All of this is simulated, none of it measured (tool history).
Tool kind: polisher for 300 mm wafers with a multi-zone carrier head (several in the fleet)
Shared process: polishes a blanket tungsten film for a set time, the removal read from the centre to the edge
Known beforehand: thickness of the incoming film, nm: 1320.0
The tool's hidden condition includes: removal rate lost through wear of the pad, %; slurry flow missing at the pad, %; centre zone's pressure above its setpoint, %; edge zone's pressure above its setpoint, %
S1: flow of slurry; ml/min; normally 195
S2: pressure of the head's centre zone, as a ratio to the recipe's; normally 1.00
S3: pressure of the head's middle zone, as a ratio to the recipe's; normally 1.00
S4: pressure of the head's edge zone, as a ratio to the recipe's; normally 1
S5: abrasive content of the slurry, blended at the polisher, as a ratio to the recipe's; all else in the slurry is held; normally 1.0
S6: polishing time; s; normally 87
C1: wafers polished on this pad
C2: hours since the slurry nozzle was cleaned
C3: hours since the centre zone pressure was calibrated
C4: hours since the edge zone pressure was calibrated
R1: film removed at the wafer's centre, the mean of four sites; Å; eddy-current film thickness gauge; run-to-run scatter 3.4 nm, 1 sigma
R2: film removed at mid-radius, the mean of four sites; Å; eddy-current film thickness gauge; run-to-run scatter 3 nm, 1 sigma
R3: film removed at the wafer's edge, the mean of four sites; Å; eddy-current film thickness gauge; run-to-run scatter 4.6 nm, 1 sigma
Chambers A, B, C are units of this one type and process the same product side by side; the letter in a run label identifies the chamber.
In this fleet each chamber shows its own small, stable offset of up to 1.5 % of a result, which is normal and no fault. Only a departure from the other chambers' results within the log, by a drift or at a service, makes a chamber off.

| run | hour | S1 | S2 | S3 | S4 | S5 | S6 | C1 | C2 | C3 | C4 | R1 | R2 | R3 |
|---|---|---|---|---|---|---|---|---|---|---|---|---|---|---|
| 1A | 3.8 | 195 | 1.00 | 1.00 | 1 | 1.0 | 87 | 114 | 106.6 | 262.4 | 261.7 | 4311.4 | 4211.0 | 4247.1 |
|  | 4.3 | chamber B: worn pad replaced by a new one |
| 2C | 11.0 | 195 | 1.00 | 1.00 | 1 | 1.0 | 87 | 483 | 109.0 | 463.7 | 91.5 | 4298.0 | 4267.4 | 4231.5 |
| 3B | 17.9 | 195 | 1.00 | 1.00 | 1 | 1.0 | 87 | 92 | 67.9 | 500.3 | 942.0 | 4257.5 | 4297.8 | 4350.0 |
| 4C | 23.3 | 195 | 1.00 | 1.00 | 1 | 1.0 | 87 | 568 | 121.3 | 476.0 | 103.8 | 4303.6 | 4266.7 | 4309.0 |
| 5B | 28.8 | 195 | 1.00 | 1.00 | 1 | 1.0 | 87 | 167 | 78.8 | 511.2 | 952.9 | 4270.1 | 4269.1 | 4233.0 |
| 6A | 34.9 | 135 | 1.00 | 1.00 | 1 | 1.1 | 87 | 326 | 137.7 | 293.5 | 292.8 | 4110.9 | 4105.9 | 4123.2 |
| 7B | 41.3 | 135 | 1.00 | 1.00 | 1 | 1.1 | 87 | 252 | 91.3 | 523.7 | 965.4 | 4014.5 | 4029.2 | 4108.9 |
| 8C | 49.4 | 135 | 1.00 | 1.00 | 1 | 1.1 | 87 | 746 | 147.4 | 502.1 | 129.9 | 4045.1 | 4064.0 | 4216.7 |
| 9A | 53.4 | 195 | 1.00 | 1.00 | 1 | 1.0 | 87 | 453 | 156.2 | 312.0 | 311.3 | 4299.8 | 4252.5 | 4197.5 |
| 10C | 61.4 | 195 | 1.00 | 1.00 | 1 | 1.0 | 87 | 828 | 159.4 | 514.1 | 141.9 | 4229.2 | 4207.0 | 4189.6 |
| 11A | 69.7 | 195 | 1.00 | 1.00 | 1 | 1.0 | 87 | 564 | 172.5 | 328.3 | 327.6 | 4271.3 | 4201.1 | 4217.3 |
|  | 73.4 | chamber B: centre zone pressure recalibrated |
| 12B | 76.0 | 195 | 1.00 | 1.00 | 1 | 1.0 | 87 | 489 | 126.0 | 2.7 | 1000.1 | 4316.4 | 4271.3 | 4262.6 |
| 13A | 83.8 | 195 | 1.00 | 1.00 | 1 | 1.0 | 87 | 660 | 186.6 | 342.4 | 341.7 | 4231.5 | 4258.3 | 4205.8 |
| 14B | 89.3 | 195 | 1.00 | 1.06 | 1 | 1.0 | 87 | 580 | 139.3 | 16.0 | 1013.4 | 4333.3 | 4426.1 | 4302.5 |
| 15C | 94.4 | 195 | 1.00 | 1.06 | 1 | 1.0 | 87 | 1053 | 192.4 | 547.1 | 174.9 | 4150.5 | 4337.4 | 4059.7 |
| 16B | 100.8 | 195 | 1.00 | 1.06 | 1 | 1.0 | 87 | 659 | 150.8 | 27.5 | 1024.9 | 4205.1 | 4511.4 | 4275.5 |
| 17A | 106.8 | 195 | 1.00 | 1.00 | 1 | 1.0 | 87 | 817 | 209.6 | 365.4 | 364.7 | 4304.3 | 4222.3 | 4240.4 |
|  | 107.6 | chamber B: worn pad replaced by a new one |
| 18C | 114.5 | 195 | 1.00 | 1.00 | 1 | 1.0 | 87 | 1191 | 212.5 | 567.2 | 195.0 | 4110.1 | 4092.3 | 3998.8 |
| 19C | 122.9 | 195 | 1.00 | 1.00 | 1 | 1.0 | 87 | 1248 | 220.9 | 575.6 | 203.4 | 4022.3 | 4069.6 | 4068.6 |
| 20A | 129.4 | 195 | 1.00 | 1.00 | 1 | 1.0 | 87 | 972 | 232.2 | 388.0 | 387.3 | 4249.0 | 4213.7 | 4285.3 |
|  | 130.0 | chamber A: worn pad replaced by a new one |
| 21B | 137.4 | 195 | 1.00 | 1.00 | 1 | 1.0 | 87 | 204 | 187.4 | 64.1 | 1061.5 | 4260.8 | 4229.8 | 4328.6 |
| 22B | 142.1 | 195 | 1.00 | 1.00 | 1 | 1.2 | 87 | 236 | 192.1 | 68.8 | 1066.2 | 4452.2 | 4432.5 | 4416.5 |
| 23A | 147.3 | 195 | 1.00 | 1.00 | 1 | 1.2 | 87 | 118 | 250.1 | 405.9 | 405.2 | 4494.9 | 4407.3 | 4394.5 |
|  | 148.6 | chamber A: slurry nozzle cleaned |
| 24C | 152.7 | 195 | 1.00 | 1.00 | 1 | 1.2 | 87 | 1451 | 250.7 | 605.4 | 233.2 | 4137.1 | 4107.8 | 4122.1 |
| 25A | 158.7 | 195 | 1.00 | 1.00 | 1 | 1.0 | 87 | 196 | 10.2 | 417.3 | 416.6 | 4279.2 | 4256.6 | 4258.6 |
| 26C | 165.4 | 195 | 1.00 | 1.00 | 1 | 1.0 | 87 | 1538 | 263.4 | 618.1 | 245.9 | 4009.6 | 4006.0 | 3941.2 |
| 27B | 173.3 | 225 | 1.00 | 1.06 | 1 | 1.0 | 87 | 449 | 223.3 | 100.0 | 1097.4 | 4330.6 | 4538.8 | 4298.8 |

Predict what each chamber gives when all 3 of them run the settings below next.
| 28A | 179.5 | 195 | 1.05 | 1.00 | 1 | 1.0 | 87 |  |  |  |  | ? | ? | ? |
| 28B | 179.5 | 195 | 1.05 | 1.00 | 1 | 1.0 | 87 |  |  |  |  | ? | ? | ? |
| 28C | 179.5 | 195 | 1.05 | 1.00 | 1 | 1.0 | 87 |  |  |  |  | ? | ? | ? |

| run | R1 | R2 | R3 |
|---|---|---|---|
| 28A | 4542.2 | 4222.2 | 4231.3 |
| 28B | 4421.6 | 4288.6 | 4262.6 |
| 28C | 4143.7 | 3934.5 | 3947.6 |
